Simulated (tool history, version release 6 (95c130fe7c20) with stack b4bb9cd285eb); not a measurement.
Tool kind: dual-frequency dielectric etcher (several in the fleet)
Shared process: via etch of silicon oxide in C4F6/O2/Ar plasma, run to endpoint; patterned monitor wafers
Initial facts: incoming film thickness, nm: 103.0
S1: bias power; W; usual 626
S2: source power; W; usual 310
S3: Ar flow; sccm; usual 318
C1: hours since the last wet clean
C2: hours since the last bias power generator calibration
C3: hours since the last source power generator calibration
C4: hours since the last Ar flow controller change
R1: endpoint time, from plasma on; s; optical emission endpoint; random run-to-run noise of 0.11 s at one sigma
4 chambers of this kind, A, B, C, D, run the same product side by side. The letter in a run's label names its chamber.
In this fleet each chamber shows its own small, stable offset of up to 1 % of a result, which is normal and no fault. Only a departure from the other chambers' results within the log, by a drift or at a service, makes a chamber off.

At day 0.246: chamber B: wet clean of the chamber.
Run 1B, day 0.425: usual settings; C1 4.4; C2 34.5; C3 2639.6; C4 944.8. Result: R1 22.972 s.
Run 2C, day 0.842: usual settings; C1 62.4; C2 3815.3; C3 642.9; C4 2116.5. Result: R1 23.192 s.
Run 3D, day 1.267: usual settings; C1 207.7; C2 1492.8; C3 1148.2; C4 1238.8. Result: R1 23.161 s.
Run 4A, day 1.529: usual settings; C1 301.6; C2 412.9; C3 4800.5; C4 1891.3. Result: R1 23.047 s.
Run 5C, day 1.742: usual settings; C1 84.0; C2 3836.9; C3 664.5; C4 2138.1. Result: R1 22.977 s.
Run 6B, day 1.962: usual settings; C1 41.3; C2 71.4; C3 2676.5; C4 981.7. Result: R1 23.143 s.
Run 7A, day 2.412: usual settings; C1 322.8; C2 434.1; C3 4821.7; C4 1912.5. Result: R1 23.026 s.
Run 8D, day 2.625: usual settings; C1 240.3; C2 1525.4; C3 1180.8; C4 1271.4. Result: R1 22.953 s.
Run 9B, day 2.921: usual settings; C1 64.3; C2 94.4; C3 2699.5; C4 1004.7. Result: R1 22.925 s.
Run 10D, day 3.321: usual settings; C1 257.0; C2 1542.1; C3 1197.5; C4 1288.1. Result: R1 23.204 s.
Run 11C, day 3.604: usual settings but S1 561 W, S3 267 sccm; C1 128.7; C2 3881.6; C3 709.2; C4 2182.8. Result: R1 23.634 s.
Run 12A, day 4.017: usual settings but S1 561 W, S3 267 sccm; C1 361.3; C2 472.6; C3 4860.2; C4 1951.0. Result: R1 23.515 s.
Run 13A, day 4.429: usual settings but S1 561 W, S3 267 sccm; C1 371.2; C2 482.5; C3 4870.1; C4 1960.9. Result: R1 23.453 s.
Run 14C, day 4.825: usual settings but S1 561 W, S3 267 sccm; C1 158.0; C2 3910.9; C3 738.5; C4 2212.1. Result: R1 23.543 s.
Run 15D, day 5.308: usual settings; C1 304.7; C2 1589.8; C3 1245.2; C4 1335.8. Result: R1 23.231 s.
Run 16B, day 5.621: usual settings; C1 129.1; C2 159.2; C3 2764.3; C4 1069.5. Result: R1 23.052 s.
Run 17C, day 6.029: usual settings; C1 186.9; C2 3939.8; C3 767.4; C4 2241.0. Result: R1 22.981 s.
Run 18B, day 6.304: usual settings; C1 145.5; C2 175.6; C3 2780.7; C4 1085.9. Result: R1 22.892 s.
Run 19D, day 6.529: usual settings; C1 334.0; C2 1619.1; C3 1274.5; C4 1365.1. Result: R1 23.102 s.
Run 20A, day 6.917: usual settings but S3 246 sccm; C1 430.9; C2 542.2; C3 4929.8; C4 2020.6. Result: R1 22.371 s.
Run 21B, day 7.129: usual settings but S3 246 sccm; C1 165.3; C2 195.4; C3 2800.5; C4 1105.7. Result: R1 22.392 s.
Run 22D, day 7.354: usual settings but S3 246 sccm; C1 353.8; C2 1638.9; C3 1294.3; C4 1384.9. Result: R1 22.596 s.
At day 7.529: chamber A: wet clean of the chamber.
Run 23C, day 7.750: usual settings but S3 246 sccm; C1 228.2; C2 3981.1; C3 808.7; C4 2282.3. Result: R1 22.224 s.
Run 24A, day 8.117: usual settings; C1 14.2; C2 571.0; C3 4958.6; C4 2049.4. Result: R1 23.084 s.
Run 25D, day 8.379: usual settings; C1 378.4; C2 1663.5; C3 1318.9; C4 1409.5. Result: R1 23.480 s.
Run 26A, day 8.775: usual settings; C1 30.0; C2 586.8; C3 4974.4; C4 2065.2. Result: R1 23.137 s.
Run 27C, day 9.008: usual settings; C1 258.4; C2 4011.3; C3 838.9; C4 2312.5. Result: R1 23.072 s.
Run 28B, day 9.329: usual settings; C1 218.1; C2 248.2; C3 2853.3; C4 1158.5. Result: R1 23.311 s.
Run 29C, day 9.796: usual settings; C1 277.3; C2 4030.2; C3 857.8; C4 2331.4. Result: R1 23.118 s.
Run 30D, day 10.171: usual settings; C1 421.4; C2 1706.5; C3 1361.9; C4 1452.5. Result: R1 23.346 s.
Run 31B, day 10.479: usual settings; C1 245.7; C2 275.8; C3 2880.9; C4 1186.1. Result: R1 23.206 s.
Run 32A, day 10.821: usual settings; C1 79.1; C2 635.9; C3 5023.5; C4 2114.3. Result: R1 22.967 s.
Run 33C, day 11.167: usual settings but S1 499 W, S2 280 W; C1 310.2; C2 4063.1; C3 890.7; C4 2364.3. Result: R1 26.154 s.
Run 34A, day 11.579: usual settings but S1 499 W, S2 280 W; C1 97.3; C2 654.1; C3 5041.7; C4 2132.5. Result: R1 25.724 s.
Run 35B, day 11.996: usual settings but S1 499 W, S2 280 W; C1 282.1; C2 312.2; C3 2917.3; C4 1222.5. Result: R1 26.346 s.
Run 36D, day 12.421: usual settings but S1 499 W, S2 280 W; C1 475.4; C2 1760.5; C3 1415.9; C4 1506.5. Result: R1 26.588 s.
Run 37D, day 12.696: usual settings; C1 482.0; C2 1767.1; C3 1422.5; C4 1513.1. Result: R1 23.554 s.
Run 38C, day 12.938: usual settings; C1 352.7; C2 4105.6; C3 933.2; C4 2406.8. Result: R1 22.988 s.
Run 39B, day 13.400: usual settings; C1 315.8; C2 345.9; C3 2951.0; C4 1256.2. Result: R1 23.100 s.
Run 40A, day 13.796: usual settings; C1 150.5; C2 707.3; C3 5094.9; C4 2185.7. Result: R1 22.825 s.
Run 41A, day 14.275: usual settings; C1 162.0; C2 718.8; C3 5106.4; C4 2197.2. Result: R1 22.997 s.
Run 42B, day 14.725: usual settings but S2 250 W; C1 347.6; C2 377.7; C3 2982.8; C4 1288.0. Result: R1 24.907 s.
Run 43C, day 15.183: usual settings but S2 250 W; C1 406.6; C2 4159.5; C3 987.1; C4 2460.7. Result: R1 24.769 s.

Decide between three cases: one chamber stands off from its peers, the gauge reading all wafers drifts, or nothing is wrong past each chamber's small offset. Where a chamber is off, say which and what most likely put it there.

Little by little, chamber D moves away from the other chambers.
What lies behind it: etch rate under this chamber's usual, % = 3.48.

Here are 4 candidates for chamber D's next run, each the usual settings with a change, their results left as question marks. Which one brings its results back in line with what the others give on the usual settings?
Counts as in line when no further than this from what the other chambers average on the usual settings: R1 0.390 s
Run 44D-1, day 15.533: usual settings but S1 571 W, S3 326 sccm. Result: R1 ?.
Run 44D-2, day 15.533: usual settings but S1 569 W, S2 280 W, S3 326 sccm. Result: R1 ?.
Run 44D-3, day 15.533: usual settings but S2 380 W. Result: R1 ?.
Run 44D-4, day 15.533: usual settings but S1 655 W, S2 320 W, S3 314 sccm. Result: R1 ?.

The mean the other chambers reach with the usual settings: R1 23.037 s
  run      R1
44D-1  24.786
44D-2  25.759
44D-3  22.143
44D-4  23.126
The answer is 44D-4, which returns the chamber to within the allowed miss of the others.
